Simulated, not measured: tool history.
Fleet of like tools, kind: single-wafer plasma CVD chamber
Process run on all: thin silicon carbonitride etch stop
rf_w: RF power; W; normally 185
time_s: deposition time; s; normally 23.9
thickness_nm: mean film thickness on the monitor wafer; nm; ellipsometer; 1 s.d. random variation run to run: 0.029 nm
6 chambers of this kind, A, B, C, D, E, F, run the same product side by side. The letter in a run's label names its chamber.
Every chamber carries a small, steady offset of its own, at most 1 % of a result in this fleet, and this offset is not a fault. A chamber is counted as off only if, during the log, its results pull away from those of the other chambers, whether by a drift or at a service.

run,hour,rf_w,time_s,"read-back reference wafer on the same gauge, thickness_nm",thickness_nm
1B,9.2,185,23.9,14.996,13.265
2A,14.5,185,23.9,15.001,13.447
3E,24.5,185,23.9,15.006,13.409
4F,34.3,185,23.9,14.995,13.404
5D,44.6,160,20.7,14.997,10.899
6C,54.7,160,20.7,15.007,10.990
7E,60.5,160,20.7,15.006,11.058
8A,70.4,160,20.7,15.001,11.120
9F,78.7,160,20.7,15.001,11.099
10C,86.5,160,20.7,14.993,11.011
11B,93.4,185,23.9,15.002,13.314
12D,99.4,185,23.9,14.992,13.157
13B,109.6,185,23.9,15.006,13.258
14A,120.3,185,23.9,15.003,13.409
15D,128.0,185,23.9,15.000,13.197
# hour 131.2: chamber A: RF generator calibrated
16F,134.4,185,23.9,14.995,13.402
17E,140.2,185,23.9,15.005,13.389
18C,147.6,185,23.9,14.996,13.316
19F,153.5,185,23.9,15.004,13.383
20C,160.5,185,23.9,14.999,13.286
21E,171.8,185,23.9,15.003,13.417
# hour 172.5: chamber D: RF generator calibrated
22D,179.0,165,23.9,15.012,12.717
23A,184.3,165,23.9,14.997,12.992
24B,189.3,165,23.9,15.004,12.830
25C,194.4,165,23.9,14.994,12.799
26F,201.9,165,23.9,15.002,12.935
27E,209.7,165,23.9,15.002,12.919
28D,220.1,205,27.4,15.011,15.496
29A,225.9,205,27.4,15.010,15.960
30B,231.0,205,27.4,14.996,15.656
31C,240.7,205,27.4,15.008,15.723
32E,250.4,205,27.4,14.991,15.820
33B,257.9,205,27.4,14.996,15.722
34A,265.1,185,26.9,14.994,15.164
35F,275.6,185,26.9,15.005,15.029
36D,285.5,185,26.9,15.009,14.791
# hour 287.6: chamber B: RF generator calibrated
37C,294.4,185,26.9,15.002,15.048
38D,300.7,185,26.9,15.006,14.822
# hour 309.6: chamber F: RF generator calibrated
39B,310.9,185,26.9,14.995,14.984
40E,319.5,185,23.9,15.008,13.389
41A,328.5,185,23.9,14.998,13.410
# hour 334.0: chamber F: thermocouple changed; heater temperature recalibrated
42F,337.5,185,23.9,15.005,13.337
43F,343.8,185,23.9,14.997,13.397
44D,349.8,185,23.9,15.003,13.153

Is one chamber off against the others, does the gauge drift, or is nothing wrong? If a chamber is off, say which, and what the likeliest cause is.

No chamber stands off beyond its own small offset, and the gauge holds steady.

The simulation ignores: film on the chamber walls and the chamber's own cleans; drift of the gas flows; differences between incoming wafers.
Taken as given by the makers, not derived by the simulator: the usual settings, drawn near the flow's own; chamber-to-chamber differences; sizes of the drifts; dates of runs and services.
